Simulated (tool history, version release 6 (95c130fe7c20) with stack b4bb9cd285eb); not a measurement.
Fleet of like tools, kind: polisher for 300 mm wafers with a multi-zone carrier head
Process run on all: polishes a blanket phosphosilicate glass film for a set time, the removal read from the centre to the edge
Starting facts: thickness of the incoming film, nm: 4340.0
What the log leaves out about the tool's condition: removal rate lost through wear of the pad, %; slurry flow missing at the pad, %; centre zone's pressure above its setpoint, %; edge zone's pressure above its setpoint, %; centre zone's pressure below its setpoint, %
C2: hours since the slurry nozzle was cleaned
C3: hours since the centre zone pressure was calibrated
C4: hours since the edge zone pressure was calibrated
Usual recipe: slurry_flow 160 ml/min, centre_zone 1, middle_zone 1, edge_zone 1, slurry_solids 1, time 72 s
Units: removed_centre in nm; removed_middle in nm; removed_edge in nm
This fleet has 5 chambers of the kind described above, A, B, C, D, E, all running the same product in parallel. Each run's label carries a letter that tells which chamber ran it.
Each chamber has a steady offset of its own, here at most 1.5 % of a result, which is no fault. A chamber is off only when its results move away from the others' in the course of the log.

{"run": "1C", "hour": 9.7, "slurry_flow": 160, "centre_zone": 1, "middle_zone": 1, "edge_zone": 1, "slurry_solids": 1, "time": 72, "wafers polished on this pad": 860, "C2": 268.4, "C3": 849.9, "C4": 785.9, "removed_centre": 640.38, "removed_middle": 654.32, "removed_edge": 649.66}
{"run": "2A", "hour": 22.3, "slurry_flow": 160, "centre_zone": 1, "middle_zone": 1, "edge_zone": 1, "slurry_solids": 1, "time": 72, "wafers polished on this pad": 681, "C2": 72.7, "C3": 345.8, "C4": 192.8, "removed_centre": 642.52, "removed_middle": 649.57, "removed_edge": 660.26}
{"hour": 27.0, "done": "chamber B: worn pad replaced by a new one"}
{"hour": 29.0, "done": "chamber C: worn pad replaced by a new one"}
{"run": "3D", "hour": 36.9, "slurry_flow": 160, "centre_zone": 1, "middle_zone": 1, "edge_zone": 1, "slurry_solids": 1, "time": 72, "wafers polished on this pad": 992, "C2": 327, "C3": 861, "C4": 443.4, "removed_centre": 652.82, "removed_middle": 658.44, "removed_edge": 639.89}
{"hour": 37.0, "done": "chamber D: worn pad replaced by a new one"}
{"hour": 39.1, "done": "chamber A: worn pad replaced by a new one"}
{"run": "4E", "hour": 48.1, "slurry_flow": 160, "centre_zone": 1, "middle_zone": 1, "edge_zone": 1, "slurry_solids": 1, "time": 72, "wafers polished on this pad": 1054, "C2": 336.7, "C3": 201.1, "C4": 1159, "removed_centre": 651.17, "removed_middle": 653.65, "removed_edge": 652.85}
{"run": "5B", "hour": 57.5, "slurry_flow": 160, "centre_zone": 1, "middle_zone": 1, "edge_zone": 1, "slurry_solids": 1, "time": 72, "wafers polished on this pad": 403, "C2": 212.7, "C3": 584, "C4": 228, "removed_centre": 653.69, "removed_middle": 663.24, "removed_edge": 661.11}
{"run": "6A", "hour": 66.9, "slurry_flow": 160, "centre_zone": 1, "middle_zone": 1, "edge_zone": 1, "slurry_solids": 1, "time": 72, "wafers polished on this pad": 367, "C2": 117.3, "C3": 390.4, "C4": 237.4, "removed_centre": 640.34, "removed_middle": 654.12, "removed_edge": 647.62}
{"hour": 67.8, "done": "chamber E: worn pad replaced by a new one"}
{"run": "7C", "hour": 76.2, "slurry_flow": 190, "centre_zone": 1, "middle_zone": 1, "edge_zone": 1, "slurry_solids": 1.2, "time": 72, "wafers polished on this pad": 623, "C2": 334.9, "C3": 916.4, "C4": 852.4, "removed_centre": 715.89, "removed_middle": 732.16, "removed_edge": 711.81}
{"run": "8E", "hour": 86.2, "slurry_flow": 190, "centre_zone": 1, "middle_zone": 1, "edge_zone": 1, "slurry_solids": 1.2, "time": 72, "wafers polished on this pad": 243, "C2": 374.8, "C3": 239.2, "C4": 1197.1, "removed_centre": 726.27, "removed_middle": 722.28, "removed_edge": 706.59}
{"hour": 97.9, "done": "chamber C: worn pad replaced by a new one"}
{"run": "9B", "hour": 102.0, "slurry_flow": 190, "centre_zone": 1, "middle_zone": 1, "edge_zone": 1, "slurry_solids": 1.2, "time": 72, "wafers polished on this pad": 990, "C2": 257.2, "C3": 628.5, "C4": 272.5, "removed_centre": 728.62, "removed_middle": 723.35, "removed_edge": 716.66}
{"hour": 102.6, "done": "chamber B: worn pad replaced by a new one"}
{"run": "10D", "hour": 110.3, "slurry_flow": 190, "centre_zone": 1, "middle_zone": 1, "edge_zone": 1, "slurry_solids": 1.2, "time": 72, "wafers polished on this pad": 967, "C2": 400.4, "C3": 934.4, "C4": 516.8, "removed_centre": 713.94, "removed_middle": 731.3, "removed_edge": 701.7}
{"hour": 110.4, "done": "chamber A: worn pad replaced by a new one"}
{"run": "11C", "hour": 120.3, "slurry_flow": 190, "centre_zone": 1, "middle_zone": 1, "edge_zone": 1, "slurry_solids": 1.2, "time": 72, "wafers polished on this pad": 296, "C2": 379, "C3": 960.5, "C4": 896.5, "removed_centre": 713.86, "removed_middle": 720.41, "removed_edge": 719.68}
{"hour": 121.3, "done": "chamber D: worn pad replaced by a new one"}
{"hour": 124.1, "done": "chamber D: edge zone pressure recalibrated"}
{"run": "12E", "hour": 136.1, "slurry_flow": 160, "centre_zone": 1, "middle_zone": 1, "edge_zone": 1, "slurry_solids": 1, "time": 72, "wafers polished on this pad": 901, "C2": 424.7, "C3": 289.1, "C4": 1247, "removed_centre": 642.11, "removed_middle": 643.52, "removed_edge": 646.68}
{"hour": 140.9, "done": "chamber B: slurry nozzle cleaned"}
{"run": "13A", "hour": 147.1, "slurry_flow": 160, "centre_zone": 1, "middle_zone": 1, "edge_zone": 1, "slurry_solids": 1, "time": 72, "wafers polished on this pad": 484, "C2": 197.5, "C3": 470.6, "C4": 317.6, "removed_centre": 641.91, "removed_middle": 645.38, "removed_edge": 651.61}
{"run": "14D", "hour": 155.5, "slurry_flow": 160, "centre_zone": 1.1, "middle_zone": 1, "edge_zone": 1, "slurry_solids": 1, "time": 72, "wafers polished on this pad": 451, "C2": 445.6, "C3": 979.6, "C4": 31.4, "removed_centre": 704.73, "removed_middle": 644.65, "removed_edge": 635.73}
{"hour": 163.1, "done": "chamber C: slurry nozzle cleaned"}
{"hour": 166.7, "done": "chamber E: worn pad replaced by a new one"}
{"run": "15B", "hour": 166.8, "slurry_flow": 160, "centre_zone": 1.1, "middle_zone": 1, "edge_zone": 1, "slurry_solids": 1, "time": 72, "wafers polished on this pad": 847, "C2": 26, "C3": 693.3, "C4": 337.3, "removed_centre": 726.62, "removed_middle": 656.08, "removed_edge": 647.61}
{"hour": 171.6, "done": "chamber E: centre zone pressure recalibrated"}
{"hour": 172.7, "done": "chamber C: worn pad replaced by a new one"}
{"run": "16C", "hour": 176.3, "slurry_flow": 160, "centre_zone": 1.1, "middle_zone": 1, "edge_zone": 1, "slurry_solids": 1, "time": 72, "wafers polished on this pad": 47, "C2": 13.2, "C3": 1016.5, "C4": 952.5, "removed_centre": 712.89, "removed_middle": 654.08, "removed_edge": 641.9}
{"hour": 184.8, "done": "chamber B: worn pad replaced by a new one"}
{"run": "17D", "hour": 186.2, "slurry_flow": 160, "centre_zone": 1.1, "middle_zone": 1, "edge_zone": 1, "slurry_solids": 1, "time": 72, "wafers polished on this pad": 856, "C2": 476.3, "C3": 1010.3, "C4": 62.1, "removed_centre": 692.63, "removed_middle": 637.28, "removed_edge": 625.67}
{"hour": 193.9, "done": "chamber D: worn pad replaced by a new one"}
{"run": "18E", "hour": 195.8, "slurry_flow": 160, "centre_zone": 1.1, "middle_zone": 1, "edge_zone": 1, "slurry_solids": 1, "time": 72, "wafers polished on this pad": 384, "C2": 484.4, "C3": 24.3, "C4": 1306.7, "removed_centre": 715.16, "removed_middle": 643.92, "removed_edge": 649.19}
{"hour": 197.7, "done": "chamber A: worn pad replaced by a new one"}
{"run": "19B", "hour": 211.9, "slurry_flow": 160, "centre_zone": 1, "middle_zone": 1, "edge_zone": 1, "slurry_solids": 1, "time": 72, "wafers polished on this pad": 358, "C2": 71.1, "C3": 738.4, "C4": 382.4, "removed_centre": 653.53, "removed_middle": 657.19, "removed_edge": 662.26}
{"run": "20A", "hour": 221.2, "slurry_flow": 160, "centre_zone": 1, "middle_zone": 1, "edge_zone": 1, "slurry_solids": 1, "time": 72, "wafers polished on this pad": 310, "C2": 271.6, "C3": 544.7, "C4": 391.7, "removed_centre": 647.14, "removed_middle": 647.18, "removed_edge": 647.81}
{"run": "21C", "hour": 237.5, "slurry_flow": 160, "centre_zone": 1, "middle_zone": 1, "edge_zone": 1, "slurry_solids": 1, "time": 72, "wafers polished on this pad": 854, "C2": 74.4, "C3": 1077.7, "C4": 1013.7, "removed_centre": 637.86, "removed_middle": 651.49, "removed_edge": 655.32}
{"hour": 240.2, "done": "chamber C: worn pad replaced by a new one"}
{"run": "22D", "hour": 252.9, "slurry_flow": 160, "centre_zone": 1, "middle_zone": 1, "edge_zone": 1, "slurry_solids": 1, "time": 72, "wafers polished on this pad": 778, "C2": 543, "C3": 1077, "C4": 128.8, "removed_centre": 617.53, "removed_middle": 620.28, "removed_edge": 626.63}
{"hour": 257.0, "done": "chamber B: worn pad replaced by a new one"}
{"run": "23B", "hour": 260.4, "slurry_flow": 160, "centre_zone": 1, "middle_zone": 1, "edge_zone": 1, "slurry_solids": 1, "time": 72, "wafers polished on this pad": 46, "C2": 119.6, "C3": 786.9, "C4": 430.9, "removed_centre": 656.59, "removed_middle": 654.3, "removed_edge": 643.3}
{"run": "24E", "hour": 268.2, "slurry_flow": 160, "centre_zone": 1, "middle_zone": 1, "edge_zone": 1, "slurry_solids": 1, "time": 72, "wafers polished on this pad": 1339, "C2": 556.8, "C3": 96.7, "C4": 1379.1, "removed_centre": 644.83, "removed_middle": 651.38, "removed_edge": 639.78}
{"hour": 272.3, "done": "chamber A: worn pad replaced by a new one"}
{"hour": 277.5, "done": "chamber D: worn pad replaced by a new one"}
{"run": "25A", "hour": 279.6, "slurry_flow": 160, "centre_zone": 1, "middle_zone": 1, "edge_zone": 1, "slurry_solids": 1, "time": 72, "wafers polished on this pad": 97, "C2": 330, "C3": 603.1, "C4": 450.1, "removed_centre": 649.57, "removed_middle": 648.67, "removed_edge": 642.54}
{"hour": 281.1, "done": "chamber E: worn pad replaced by a new one"}
{"run": "26B", "hour": 295.0, "slurry_flow": 160, "centre_zone": 1, "middle_zone": 1, "edge_zone": 1, "slurry_solids": 0.7, "time": 72, "wafers polished on this pad": 502, "C2": 154.2, "C3": 821.5, "C4": 465.5, "removed_centre": 548.56, "removed_middle": 552.95, "removed_edge": 539.75}
{"run": "27D", "hour": 308.5, "slurry_flow": 160, "centre_zone": 1, "middle_zone": 1, "edge_zone": 1, "slurry_solids": 0.7, "time": 72, "wafers polished on this pad": 410, "C2": 598.6, "C3": 1132.6, "C4": 184.4, "removed_centre": 503.76, "removed_middle": 512.71, "removed_edge": 516.17}
{"hour": 308.6, "done": "chamber C: worn pad replaced by a new one"}
{"run": "28A", "hour": 317.7, "slurry_flow": 160, "centre_zone": 1, "middle_zone": 1, "edge_zone": 1, "slurry_solids": 0.7, "time": 72, "wafers polished on this pad": 599, "C2": 368.1, "C3": 641.2, "C4": 488.2, "removed_centre": 539.8, "removed_middle": 546.99, "removed_edge": 538.65}
{"run": "29E", "hour": 333.7, "slurry_flow": 160, "centre_zone": 1, "middle_zone": 1, "edge_zone": 1, "slurry_solids": 0.7, "time": 72, "wafers polished on this pad": 694, "C2": 622.3, "C3": 162.2, "C4": 1444.6, "removed_centre": 538.49, "removed_middle": 542.49, "removed_edge": 548.02}
{"hour": 337.2, "done": "chamber B: worn pad replaced by a new one"}
{"run": "30C", "hour": 347.5, "slurry_flow": 160, "centre_zone": 1, "middle_zone": 1, "edge_zone": 1, "slurry_solids": 0.7, "time": 72, "wafers polished on this pad": 513, "C2": 184.4, "C3": 1187.7, "C4": 1123.7, "removed_centre": 538.95, "removed_middle": 548.64, "removed_edge": 540.86}
{"hour": 347.9, "done": "chamber D: worn pad replaced by a new one"}
{"hour": 350.4, "done": "chamber A: worn pad replaced by a new one"}
{"run": "31C", "hour": 355.1, "slurry_flow": 160, "centre_zone": 1, "middle_zone": 1, "edge_zone": 1, "slurry_solids": 1, "time": 72, "wafers polished on this pad": 613, "C2": 192, "C3": 1195.3, "C4": 1131.3, "removed_centre": 638.19, "removed_middle": 649.24, "removed_edge": 657.78}
{"run": "32B", "hour": 364.0, "slurry_flow": 160, "centre_zone": 1, "middle_zone": 1, "edge_zone": 1, "slurry_solids": 1, "time": 72, "wafers polished on this pad": 354, "C2": 223.2, "C3": 890.5, "C4": 534.5, "removed_centre": 651.19, "removed_middle": 646.38, "removed_edge": 640.16}
{"run": "33A", "hour": 375.1, "slurry_flow": 185, "centre_zone": 1, "middle_zone": 1, "edge_zone": 1, "slurry_solids": 0.75, "time": 72, "wafers polished on this pad": 325, "C2": 425.5, "C3": 698.6, "C4": 545.6, "removed_centre": 580.76, "removed_middle": 580.65, "removed_edge": 577.57}
{"run": "34D", "hour": 385.6, "slurry_flow": 185, "centre_zone": 1, "middle_zone": 1, "edge_zone": 1, "slurry_solids": 0.75, "time": 72, "wafers polished on this pad": 497, "C2": 675.7, "C3": 1209.7, "C4": 261.5, "removed_centre": 532.06, "removed_middle": 546.45, "removed_edge": 537.15}

Is one chamber off against the others, does the gauge drift, or is nothing wrong? If a chamber is off, say which, and what the likeliest cause is.

One chamber, D, drifts off from the rest bit by bit.
Likeliest cause: slurry flow missing at the pad, % = 30.4.

Which of the 4 candidates below, each the usual settings with something changed and its results left as question marks, puts chamber D back in line with what the other chambers give on the usual settings?
Counts as in line when no further than this from what the other chambers average on the usual settings: removed_centre 15 nm; removed_middle 21 nm; removed_edge 20 nm
{"run": "35D-1", "hour": 397.3, "slurry_flow": 165, "centre_zone": 1.02, "middle_zone": 1, "edge_zone": 0.99, "slurry_solids": 1, "time": 76, "removed_centre": "?", "removed_middle": "?", "removed_edge": "?"}
{"run": "35D-2", "hour": 397.3, "slurry_flow": 155, "centre_zone": 0.98, "middle_zone": 1, "edge_zone": 1.01, "slurry_solids": 1, "time": 68, "removed_centre": "?", "removed_middle": "?", "removed_edge": "?"}
{"run": "35D-3", "hour": 397.3, "slurry_flow": 155, "centre_zone": 0.97, "middle_zone": 0.99, "edge_zone": 1.01, "slurry_solids": 0.95, "time": 66, "removed_centre": "?", "removed_middle": "?", "removed_edge": "?"}
{"run": "35D-4", "hour": 397.3, "slurry_flow": 165, "centre_zone": 1.03, "middle_zone": 1, "edge_zone": 0.99, "slurry_solids": 1.05, "time": 79, "removed_centre": "?", "removed_middle": "?", "removed_edge": "?"}

Usual-settings mean across the other chambers: removed_centre 646.22 nm; removed_middle 648.83 nm; removed_edge 649.19 nm
run=35D-1 removed_centre=644.08 removed_middle=643.73 removed_edge=637.87
run=35D-2 removed_centre=541.52 removed_middle=566.82 removed_edge=570.26
run=35D-3 removed_centre=507.3 removed_middle=532.08 removed_edge=540.38
run=35D-4 removed_centre=691.91 removed_middle=684.18 removed_edge=677.98
The answer is 35D-1, which returns the chamber to within the allowed miss of the others.
